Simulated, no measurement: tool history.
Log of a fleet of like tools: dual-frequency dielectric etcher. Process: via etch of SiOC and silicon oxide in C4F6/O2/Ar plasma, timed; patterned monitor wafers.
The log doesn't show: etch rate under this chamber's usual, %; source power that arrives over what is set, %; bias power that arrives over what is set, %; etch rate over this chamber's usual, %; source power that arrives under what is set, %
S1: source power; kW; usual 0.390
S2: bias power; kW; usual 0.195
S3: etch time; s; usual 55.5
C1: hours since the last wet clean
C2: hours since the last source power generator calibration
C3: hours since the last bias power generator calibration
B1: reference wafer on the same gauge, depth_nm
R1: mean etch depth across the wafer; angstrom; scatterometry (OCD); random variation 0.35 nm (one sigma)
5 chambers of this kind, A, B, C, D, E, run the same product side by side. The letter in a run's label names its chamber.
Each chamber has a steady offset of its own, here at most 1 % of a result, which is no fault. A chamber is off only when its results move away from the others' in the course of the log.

Run 1C, hour 11.1: usual settings; C1 267.0; C2 2041.0; C3 521.4; B1 75.872. Result: R1 641.28 angstrom.
Run 2A, hour 17.1: usual settings; C1 301.1; C2 1384.7; C3 2419.7; B1 75.908. Result: R1 640.26 angstrom.
Run 3E, hour 27.8: usual settings; C1 111.9; C2 994.1; C3 2589.1; B1 75.869. Result: R1 640.97 angstrom.
Run 4B, hour 34.6: usual settings; C1 380.1; C2 192.1; C3 1154.4; B1 76.003. Result: R1 633.03 angstrom.
At hour 34.7: chamber B: wet clean of the chamber.
Run 5D, hour 45.9: usual settings but S2 0.222 kW; C1 107.1; C2 3448.3; C3 3725.6; B1 75.862. Result: R1 663.40 angstrom.
Run 6E, hour 55.5: usual settings but S2 0.222 kW; C1 139.6; C2 1021.8; C3 2616.8; B1 75.883. Result: R1 667.22 angstrom.
Run 7D, hour 65.1: usual settings but S2 0.222 kW; C1 126.3; C2 3467.5; C3 3744.8; B1 75.981. Result: R1 661.09 angstrom.
Run 8C, hour 76.7: usual settings but S2 0.222 kW; C1 332.6; C2 2106.6; C3 587.0; B1 75.792. Result: R1 667.04 angstrom.
Run 9B, hour 88.1: usual settings but S2 0.222 kW; C1 53.4; C2 245.6; C3 1207.9; B1 75.834. Result: R1 661.75 angstrom.
Run 10A, hour 99.1: usual settings; C1 383.1; C2 1466.7; C3 2501.7; B1 75.960. Result: R1 635.03 angstrom.
Run 11B, hour 110.7: usual settings; C1 76.0; C2 268.2; C3 1230.5; B1 75.933. Result: R1 631.03 angstrom.
Run 12E, hour 120.6: usual settings; C1 204.7; C2 1086.9; C3 2681.9; B1 75.863. Result: R1 638.36 angstrom.
Run 13A, hour 131.2: usual settings; C1 415.2; C2 1498.8; C3 2533.8; B1 75.948. Result: R1 636.82 angstrom.
Run 14D, hour 136.8: usual settings but S1 0.340 kW; C1 198.0; C2 3539.2; C3 3816.5; B1 75.796. Result: R1 602.08 angstrom.
Run 15C, hour 142.2: usual settings but S1 0.340 kW; C1 398.1; C2 2172.1; C3 652.5; B1 75.804. Result: R1 615.08 angstrom.
Run 16A, hour 151.3: usual settings but S1 0.340 kW; C1 435.3; C2 1518.9; C3 2553.9; B1 75.848. Result: R1 610.51 angstrom.
Run 17B, hour 161.4: usual settings but S1 0.340 kW; C1 126.7; C2 318.9; C3 1281.2; B1 75.927. Result: R1 596.86 angstrom.
Run 18E, hour 167.1: usual settings but S1 0.340 kW; C1 251.2; C2 1133.4; C3 2728.4; B1 75.909. Result: R1 603.80 angstrom.
Run 19D, hour 176.7: usual settings; C1 237.9; C2 3579.1; C3 3856.4; B1 75.978. Result: R1 641.70 angstrom.
At hour 183.4: chamber A: wet clean of the chamber.
Run 20C, hour 184.1: usual settings; C1 440.0; C2 2214.0; C3 694.4; B1 76.039. Result: R1 647.11 angstrom.
Run 21B, hour 195.0: usual settings; C1 160.3; C2 352.5; C3 1314.8; B1 75.882. Result: R1 629.17 angstrom.
Run 22C, hour 204.6: usual settings; C1 460.5; C2 2234.5; C3 714.9; B1 75.888. Result: R1 652.54 angstrom.
Run 23E, hour 213.6: usual settings; C1 297.7; C2 1179.9; C3 2774.9; B1 75.845. Result: R1 635.46 angstrom.
Run 24A, hour 221.6: usual settings but S3 62.5 s; C1 38.2; C2 1589.2; C3 2624.2; B1 75.901. Result: R1 718.42 angstrom.
Run 25D, hour 229.4: usual settings but S3 62.5 s; C1 290.6; C2 3631.8; C3 3909.1; B1 75.919. Result: R1 706.43 angstrom.
Run 26A, hour 236.6: usual settings but S3 62.5 s; C1 53.2; C2 1604.2; C3 2639.2; B1 75.984. Result: R1 719.74 angstrom.
At hour 239.9: chamber B: bias power generator calibrated.
Run 27C, hour 244.5: usual settings but S3 62.5 s; C1 500.4; C2 2274.4; C3 754.8; B1 76.037. Result: R1 740.68 angstrom.
Run 28B, hour 252.2: usual settings but S3 62.5 s; C1 217.5; C2 409.7; C3 12.3; B1 75.964. Result: R1 701.83 angstrom.
Run 29D, hour 260.8: usual settings; C1 322.0; C2 3663.2; C3 3940.5; B1 75.861. Result: R1 637.43 angstrom.
Run 30E, hour 266.7: usual settings; C1 350.8; C2 1233.0; C3 2828.0; B1 75.912. Result: R1 639.35 angstrom.
Run 31D, hour 273.1: usual settings but S3 63.0 s; C1 334.3; C2 3675.5; C3 3952.8; B1 75.902. Result: R1 731.34 angstrom.
Run 32E, hour 281.6: usual settings but S3 63.0 s; C1 365.7; C2 1247.9; C3 2842.9; B1 75.749. Result: R1 726.23 angstrom.
At hour 282.2: chamber E: bias power generator calibrated.
Run 33C, hour 294.0: usual settings but S3 63.0 s; C1 549.9; C2 2323.9; C3 804.3; B1 75.867. Result: R1 750.14 angstrom.
Run 34A, hour 302.5: usual settings but S3 63.0 s; C1 119.1; C2 1670.1; C3 2705.1; B1 75.913. Result: R1 727.61 angstrom.
Run 35B, hour 309.8: usual settings but S3 63.0 s; C1 275.1; C2 467.3; C3 69.9; B1 75.872. Result: R1 721.95 angstrom.
Run 36E, hour 317.7: usual settings; C1 401.8; C2 1284.0; C3 35.5; B1 75.807. Result: R1 640.85 angstrom.
Run 37C, hour 330.1: usual settings; C1 586.0; C2 2360.0; C3 840.4; B1 75.952. Result: R1 660.69 angstrom.
Run 38B, hour 337.8: usual settings; C1 303.1; C2 495.3; C3 97.9; B1 75.899. Result: R1 631.06 angstrom.
Run 39D, hour 348.3: usual settings; C1 409.5; C2 3750.7; C3 4028.0; B1 75.960. Result: R1 635.04 angstrom.

Next, every chamber runs the same settings. What will each give?
Run 40A, hour 357.3: usual settings but S1 0.310 kW. Result: R1 ?.
Run 40B, hour 357.3: usual settings but S1 0.310 kW. Result: R1 ?.
Run 40C, hour 357.3: usual settings but S1 0.310 kW. Result: R1 ?.
Run 40D, hour 357.3: usual settings but S1 0.310 kW. Result: R1 ?.
Run 40E, hour 357.3: usual settings but S1 0.310 kW. Result: R1 ?.

run      R1
40A  588.30
40B  583.79
40C  606.97
40D  579.82
40E  588.03

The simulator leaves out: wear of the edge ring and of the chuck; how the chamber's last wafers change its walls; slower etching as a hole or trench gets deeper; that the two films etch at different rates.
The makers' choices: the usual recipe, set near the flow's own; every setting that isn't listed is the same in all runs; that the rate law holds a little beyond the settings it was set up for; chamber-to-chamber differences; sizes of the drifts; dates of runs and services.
